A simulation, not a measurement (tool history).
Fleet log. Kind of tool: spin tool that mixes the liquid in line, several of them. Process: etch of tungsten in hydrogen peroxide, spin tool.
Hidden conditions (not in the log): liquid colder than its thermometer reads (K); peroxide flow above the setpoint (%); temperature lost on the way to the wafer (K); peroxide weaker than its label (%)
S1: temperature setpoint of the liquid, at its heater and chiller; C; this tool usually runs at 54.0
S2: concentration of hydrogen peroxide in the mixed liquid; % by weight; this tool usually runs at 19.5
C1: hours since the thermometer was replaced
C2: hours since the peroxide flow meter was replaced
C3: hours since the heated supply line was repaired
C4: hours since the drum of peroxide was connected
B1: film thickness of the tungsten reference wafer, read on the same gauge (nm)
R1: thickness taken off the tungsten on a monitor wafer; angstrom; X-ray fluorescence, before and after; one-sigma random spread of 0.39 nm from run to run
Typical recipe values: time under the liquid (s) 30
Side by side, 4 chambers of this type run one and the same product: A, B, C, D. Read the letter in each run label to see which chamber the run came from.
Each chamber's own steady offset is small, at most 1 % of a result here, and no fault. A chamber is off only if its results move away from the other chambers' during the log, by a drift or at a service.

Run 1B, hour 8.0: usual settings; C1 483.7; C2 45.8; C3 2111.6; C4 103.1; B1 150.00. Result: R1 453.87 angstrom.
Run 2A, hour 13.7: usual settings; C1 281.6; C2 277.3; C3 1916.1; C4 947.3; B1 150.01. Result: R1 450.87 angstrom.
Run 3C, hour 19.4: usual settings; C1 497.7; C2 1060.4; C3 938.4; C4 569.9; B1 150.00. Result: R1 454.77 angstrom.
At hour 21.8: chamber A: heated supply line repaired.
Run 4D, hour 25.6: usual settings; C1 710.9; C2 619.2; C3 856.7; C4 390.7; B1 149.99. Result: R1 461.06 angstrom.
Run 5A, hour 34.4: usual settings; C1 302.3; C2 298.0; C3 12.7; C4 968.0; B1 150.02. Result: R1 450.75 angstrom.
Run 6D, hour 41.1: usual settings; C1 726.4; C2 634.7; C3 872.2; C4 406.2; B1 149.99. Result: R1 461.38 angstrom.
Run 7B, hour 47.4: usual settings but S2 16.0 % by weight, time under the liquid (s) 20; C1 523.1; C2 85.2; C3 2151.0; C4 142.5; B1 150.01. Result: R1 273.62 angstrom.
Run 8C, hour 54.2: usual settings but S2 16.0 % by weight, time under the liquid (s) 20; C1 532.5; C2 1095.2; C3 973.2; C4 604.7; B1 149.96. Result: R1 273.77 angstrom.
Run 9A, hour 60.9: usual settings but S2 16.0 % by weight, time under the liquid (s) 20; C1 328.8; C2 324.5; C3 39.2; C4 994.5; B1 150.01. Result: R1 272.59 angstrom.
Run 10C, hour 67.7: usual settings but S2 16.0 % by weight, time under the liquid (s) 20; C1 546.0; C2 1108.7; C3 986.7; C4 618.2; B1 149.98. Result: R1 273.27 angstrom.
Run 11D, hour 73.8: usual settings but S2 14.0 % by weight; C1 759.1; C2 667.4; C3 904.9; C4 438.9; B1 149.96. Result: R1 380.08 angstrom.
At hour 77.3: chamber C: heated supply line repaired.
Run 12B, hour 81.9: usual settings but S2 14.0 % by weight; C1 557.6; C2 119.7; C3 2185.5; C4 177.0; B1 149.95. Result: R1 377.59 angstrom.
Run 13C, hour 86.1: usual settings but S2 14.0 % by weight; C1 564.4; C2 1127.1; C3 8.9; C4 636.6; B1 149.98. Result: R1 383.77 angstrom.
Run 14A, hour 95.3: usual settings but S2 14.0 % by weight; C1 363.2; C2 358.9; C3 73.6; C4 1028.9; B1 150.03. Result: R1 379.61 angstrom.
Run 15D, hour 103.0: usual settings; C1 788.3; C2 696.6; C3 934.1; C4 468.1; B1 149.98. Result: R1 455.55 angstrom.
Run 16B, hour 110.8: usual settings; C1 586.5; C2 148.6; C3 2214.4; C4 205.9; B1 149.99. Result: R1 435.51 angstrom.
At hour 118.1: chamber C: thermometer replaced.
Run 17C, hour 119.6: usual settings but S1 61.5 C; C1 1.6; C2 1160.6; C3 42.4; C4 670.1; B1 149.98. Result: R1 695.96 angstrom.
Run 18A, hour 126.1: usual settings but S1 61.5 C; C1 394.0; C2 389.7; C3 104.4; C4 1059.7; B1 150.02. Result: R1 700.42 angstrom.
Run 19D, hour 133.8: usual settings but S1 61.5 C; C1 819.1; C2 727.4; C3 964.9; C4 498.9; B1 150.00. Result: R1 711.26 angstrom.
Run 20B, hour 138.1: usual settings but S1 61.5 C; C1 613.8; C2 175.9; C3 2241.7; C4 233.2; B1 150.02. Result: R1 651.57 angstrom.
Run 21B, hour 145.6: usual settings; C1 621.3; C2 183.4; C3 2249.2; C4 240.7; B1 150.01. Result: R1 416.56 angstrom.
At hour 150.7: chamber D: peroxide flow meter replaced.
Run 22D, hour 154.6: usual settings; C1 839.9; C2 4.0; C3 985.7; C4 519.7; B1 149.99. Result: R1 454.13 angstrom.
Run 23A, hour 159.8: usual settings; C1 427.7; C2 423.4; C3 138.1; C4 1093.4; B1 150.05. Result: R1 447.10 angstrom.
At hour 163.2: chamber A: new drum of peroxide connected.
Run 24C, hour 167.0: usual settings; C1 49.0; C2 1208.0; C3 89.8; C4 717.5; B1 150.04. Result: R1 450.32 angstrom.
Run 25A, hour 171.5: usual settings but S2 16.0 % by weight, time under the liquid (s) 45; C1 439.4; C2 435.1; C3 149.8; C4 8.3; B1 149.97. Result: R1 605.51 angstrom.
Run 26C, hour 177.0: usual settings but S2 16.0 % by weight, time under the liquid (s) 45; C1 59.0; C2 1218.0; C3 99.8; C4 727.5; B1 149.98. Result: R1 622.54 angstrom.
Run 27D, hour 182.4: usual settings but S2 16.0 % by weight, time under the liquid (s) 45; C1 867.7; C2 31.8; C3 1013.5; C4 547.5; B1 149.96. Result: R1 615.94 angstrom.
Run 28B, hour 189.9: usual settings but S2 16.0 % by weight, time under the liquid (s) 45; C1 665.6; C2 227.7; C3 2293.5; C4 285.0; B1 150.00. Result: R1 553.75 angstrom.
Run 29B, hour 197.4: usual settings but S1 60.5 C; C1 673.1; C2 235.2; C3 2301.0; C4 292.5; B1 150.02. Result: R1 597.03 angstrom.
Run 30D, hour 206.5: usual settings but S1 60.5 C; C1 891.8; C2 55.9; C3 1037.6; C4 571.6; B1 149.99. Result: R1 662.00 angstrom.

Is one chamber off against the others, does the gauge drift, or is nothing wrong? If a chamber is off, say which, and what the likeliest cause is.

One chamber, B, drifts off from the rest bit by bit.
Likeliest cause: liquid colder than its thermometer reads (K) = 2.02.
With only this log, it may be confused with: temperature lost on the way to the wafer (K).

Chamber B could run next with any of the 4 candidate recipes listed below; each alters the usual settings, and their results appear as question marks. Which one brings its results back in line with what the other chambers deliver on the usual settings?
In line means no further than this from the other chambers' mean on the usual settings: R1 14.00 angstrom
Run 31B-1, hour 213.1: usual settings but S1 53.0 C. Result: R1 ?.
Run 31B-2, hour 213.1: usual settings but S2 15.0 % by weight. Result: R1 ?.
Run 31B-3, hour 213.1: usual settings but S1 55.0 C. Result: R1 ?.
Run 31B-4, hour 213.1: usual settings but S2 25.0 % by weight. Result: R1 ?.

The other chambers' mean on the usual settings: R1 452.98 angstrom
  run      R1
31B-1  376.85
31B-2  350.38
31B-3  425.25
31B-4  454.10
Change 31B-4 lands the chamber within the allowed miss of the other chambers.
